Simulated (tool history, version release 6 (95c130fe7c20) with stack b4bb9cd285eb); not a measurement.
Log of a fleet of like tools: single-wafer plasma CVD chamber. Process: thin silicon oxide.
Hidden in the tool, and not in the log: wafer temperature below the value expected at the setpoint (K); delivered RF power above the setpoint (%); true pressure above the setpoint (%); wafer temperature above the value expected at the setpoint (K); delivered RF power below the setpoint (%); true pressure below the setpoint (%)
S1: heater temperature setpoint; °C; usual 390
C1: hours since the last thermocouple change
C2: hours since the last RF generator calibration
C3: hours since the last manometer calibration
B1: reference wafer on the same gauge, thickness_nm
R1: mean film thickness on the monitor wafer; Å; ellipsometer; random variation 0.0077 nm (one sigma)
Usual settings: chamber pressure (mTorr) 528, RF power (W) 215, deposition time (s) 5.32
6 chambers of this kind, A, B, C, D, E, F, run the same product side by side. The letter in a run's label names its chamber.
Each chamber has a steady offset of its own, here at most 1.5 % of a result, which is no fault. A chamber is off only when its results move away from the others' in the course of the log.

{"run": "1D", "day": 0.225, "S1": 390, "chamber pressure (mTorr)": 528, "RF power (W)": 215, "deposition time (s)": 5.32, "C1": 413.8, "C2": 63.5, "C3": 1080.0, "B1": 5.4081, "R1": 54.575}
{"run": "2C", "day": 0.421, "S1": 390, "chamber pressure (mTorr)": 528, "RF power (W)": 215, "deposition time (s)": 5.32, "C1": 2621.7, "C2": 827.9, "C3": 169.4, "B1": 5.4079, "R1": 54.392}
{"run": "3A", "day": 0.671, "S1": 390, "chamber pressure (mTorr)": 528, "RF power (W)": 215, "deposition time (s)": 5.32, "C1": 2872.0, "C2": 2686.6, "C3": 897.0, "B1": 5.4084, "R1": 55.37}
{"day": 0.779, "done": "chamber F: capacitance manometer re-zeroed and calibrated"}
{"run": "4E", "day": 0.825, "S1": 390, "chamber pressure (mTorr)": 528, "RF power (W)": 215, "deposition time (s)": 5.32, "C1": 136.1, "C2": 467.3, "C3": 1816.8, "B1": 5.4048, "R1": 54.595}
{"run": "5B", "day": 1.062, "S1": 390, "chamber pressure (mTorr)": 528, "RF power (W)": 215, "deposition time (s)": 5.32, "C1": 1947.8, "C2": 980.5, "C3": 436.6, "B1": 5.4061, "R1": 54.492}
{"run": "6F", "day": 1.304, "S1": 390, "chamber pressure (mTorr)": 528, "RF power (W)": 215, "deposition time (s)": 5.32, "C1": 2432.6, "C2": 146.1, "C3": 12.7, "B1": 5.4035, "R1": 54.811}
{"run": "7D", "day": 1.55, "S1": 390, "chamber pressure (mTorr)": 528, "RF power (W)": 215, "deposition time (s)": 5.32, "C1": 445.6, "C2": 95.3, "C3": 1111.8, "B1": 5.4048, "R1": 54.456}
{"day": 1.579, "done": "chamber F: thermocouple changed; heater temperature recalibrated"}
{"run": "8B", "day": 1.767, "S1": 390, "chamber pressure (mTorr)": 528, "RF power (W)": 215, "deposition time (s)": 5.32, "C1": 1964.7, "C2": 997.4, "C3": 453.5, "B1": 5.401, "R1": 54.284}
{"run": "9A", "day": 1.938, "S1": 390, "chamber pressure (mTorr)": 528, "RF power (W)": 215, "deposition time (s)": 5.32, "C1": 2902.4, "C2": 2717.0, "C3": 927.4, "B1": 5.4014, "R1": 55.243}
{"run": "10C", "day": 2.062, "S1": 390, "chamber pressure (mTorr)": 528, "RF power (W)": 215, "deposition time (s)": 5.32, "C1": 2661.1, "C2": 867.3, "C3": 208.8, "B1": 5.4023, "R1": 54.464}
{"run": "11E", "day": 2.242, "S1": 390, "chamber pressure (mTorr)": 528, "RF power (W)": 215, "deposition time (s)": 5.32, "C1": 170.1, "C2": 501.3, "C3": 1850.8, "B1": 5.4015, "R1": 54.497}
{"run": "12F", "day": 2.367, "S1": 390, "chamber pressure (mTorr)": 528, "RF power (W)": 215, "deposition time (s)": 5.32, "C1": 18.9, "C2": 171.6, "C3": 38.2, "B1": 5.4002, "R1": 54.913}
{"run": "13D", "day": 2.529, "S1": 390, "chamber pressure (mTorr)": 528, "RF power (W)": 215, "deposition time (s)": 5.32, "C1": 469.1, "C2": 118.8, "C3": 1135.3, "B1": 5.399, "R1": 54.407}
{"run": "14B", "day": 2.729, "S1": 390, "chamber pressure (mTorr)": 528, "RF power (W)": 215, "deposition time (s)": 5.32, "C1": 1987.8, "C2": 1020.5, "C3": 476.6, "B1": 5.399, "R1": 54.417}
{"run": "15F", "day": 2.992, "S1": 390, "chamber pressure (mTorr)": 528, "RF power (W)": 215, "deposition time (s)": 5.32, "C1": 33.9, "C2": 186.6, "C3": 53.2, "B1": 5.3982, "R1": 54.842}
{"run": "16E", "day": 3.267, "S1": 390, "chamber pressure (mTorr)": 528, "RF power (W)": 215, "deposition time (s)": 5.32, "C1": 194.7, "C2": 525.9, "C3": 1875.4, "B1": 5.3968, "R1": 54.653}
{"day": 3.338, "done": "chamber A: thermocouple changed; heater temperature recalibrated"}
{"run": "17C", "day": 3.392, "S1": 390, "chamber pressure (mTorr)": 528, "RF power (W)": 215, "deposition time (s)": 5.32, "C1": 2693.0, "C2": 899.2, "C3": 240.7, "B1": 5.3947, "R1": 54.342}
{"run": "18A", "day": 3.642, "S1": 390, "chamber pressure (mTorr)": 528, "RF power (W)": 215, "deposition time (s)": 5.32, "C1": 7.4, "C2": 2757.9, "C3": 968.3, "B1": 5.3944, "R1": 55.085}
{"run": "19B", "day": 3.896, "S1": 390, "chamber pressure (mTorr)": 528, "RF power (W)": 215, "deposition time (s)": 5.32, "C1": 2015.8, "C2": 1048.5, "C3": 504.6, "B1": 5.3945, "R1": 54.416}
{"run": "20C", "day": 4.171, "S1": 390, "chamber pressure (mTorr)": 528, "RF power (W)": 215, "deposition time (s)": 5.32, "C1": 2711.7, "C2": 917.9, "C3": 259.4, "B1": 5.3935, "R1": 54.266}
{"day": 4.308, "done": "chamber A: RF generator calibrated"}
{"run": "21D", "day": 4.396, "S1": 399, "chamber pressure (mTorr)": 528, "RF power (W)": 215, "deposition time (s)": 6.18, "C1": 513.9, "C2": 163.6, "C3": 1180.1, "B1": 5.3931, "R1": 62.733}
{"run": "22F", "day": 4.667, "S1": 399, "chamber pressure (mTorr)": 528, "RF power (W)": 215, "deposition time (s)": 6.18, "C1": 74.1, "C2": 226.8, "C3": 93.4, "B1": 5.3915, "R1": 63.2}
{"run": "23E", "day": 4.917, "S1": 399, "chamber pressure (mTorr)": 528, "RF power (W)": 215, "deposition time (s)": 6.18, "C1": 234.3, "C2": 565.5, "C3": 1915.0, "B1": 5.3894, "R1": 62.999}
{"day": 4.958, "done": "chamber C: thermocouple changed; heater temperature recalibrated"}
{"run": "24A", "day": 5.042, "S1": 399, "chamber pressure (mTorr)": 528, "RF power (W)": 215, "deposition time (s)": 6.18, "C1": 41.0, "C2": 17.6, "C3": 1001.9, "B1": 5.3901, "R1": 63.624}
{"run": "25E", "day": 5.308, "S1": 399, "chamber pressure (mTorr)": 528, "RF power (W)": 215, "deposition time (s)": 6.18, "C1": 243.7, "C2": 574.9, "C3": 1924.4, "B1": 5.3901, "R1": 62.915}
{"run": "26D", "day": 5.55, "S1": 399, "chamber pressure (mTorr)": 528, "RF power (W)": 215, "deposition time (s)": 6.18, "C1": 541.6, "C2": 191.3, "C3": 1207.8, "B1": 5.388, "R1": 62.617}
{"run": "27C", "day": 5.817, "S1": 384, "chamber pressure (mTorr)": 528, "RF power (W)": 235, "deposition time (s)": 5.32, "C1": 20.7, "C2": 957.4, "C3": 298.9, "B1": 5.387, "R1": 56.804}
{"run": "28A", "day": 6.0, "S1": 384, "chamber pressure (mTorr)": 528, "RF power (W)": 235, "deposition time (s)": 5.32, "C1": 64.0, "C2": 40.6, "C3": 1024.9, "B1": 5.3868, "R1": 57.773}
{"run": "29F", "day": 6.196, "S1": 384, "chamber pressure (mTorr)": 528, "RF power (W)": 235, "deposition time (s)": 5.32, "C1": 110.8, "C2": 263.5, "C3": 130.1, "B1": 5.3832, "R1": 57.333}
{"run": "30B", "day": 6.417, "S1": 384, "chamber pressure (mTorr)": 528, "RF power (W)": 235, "deposition time (s)": 5.32, "C1": 2076.3, "C2": 1109.0, "C3": 565.1, "B1": 5.3837, "R1": 56.862}
{"run": "31A", "day": 6.696, "S1": 384, "chamber pressure (mTorr)": 528, "RF power (W)": 235, "deposition time (s)": 5.32, "C1": 80.7, "C2": 57.3, "C3": 1041.6, "B1": 5.3841, "R1": 57.492}
{"run": "32E", "day": 6.912, "S1": 384, "chamber pressure (mTorr)": 528, "RF power (W)": 235, "deposition time (s)": 5.32, "C1": 282.2, "C2": 613.4, "C3": 1962.9, "B1": 5.3841, "R1": 56.776}
{"run": "33D", "day": 7.058, "S1": 378, "chamber pressure (mTorr)": 477, "RF power (W)": 215, "deposition time (s)": 5.32, "C1": 577.8, "C2": 227.5, "C3": 1244.0, "B1": 5.3814, "R1": 48.623}
{"run": "34F", "day": 7.217, "S1": 378, "chamber pressure (mTorr)": 477, "RF power (W)": 215, "deposition time (s)": 5.32, "C1": 135.3, "C2": 288.0, "C3": 154.6, "B1": 5.3807, "R1": 48.947}
{"run": "35B", "day": 7.45, "S1": 378, "chamber pressure (mTorr)": 477, "RF power (W)": 215, "deposition time (s)": 5.32, "C1": 2101.1, "C2": 1133.8, "C3": 589.9, "B1": 5.3813, "R1": 48.753}
{"run": "36C", "day": 7.662, "S1": 378, "chamber pressure (mTorr)": 477, "RF power (W)": 215, "deposition time (s)": 5.32, "C1": 65.0, "C2": 1001.7, "C3": 343.2, "B1": 5.3825, "R1": 48.719}

What goes on in this fleet: one chamber off, a drifting gauge, or nothing beyond the chambers' own small offsets? Name the chamber and the cause, if any.

The gauge drifts, so all chambers seem to drift together. No chamber is off.
Cause: gauge reads low (%) = 0.578.

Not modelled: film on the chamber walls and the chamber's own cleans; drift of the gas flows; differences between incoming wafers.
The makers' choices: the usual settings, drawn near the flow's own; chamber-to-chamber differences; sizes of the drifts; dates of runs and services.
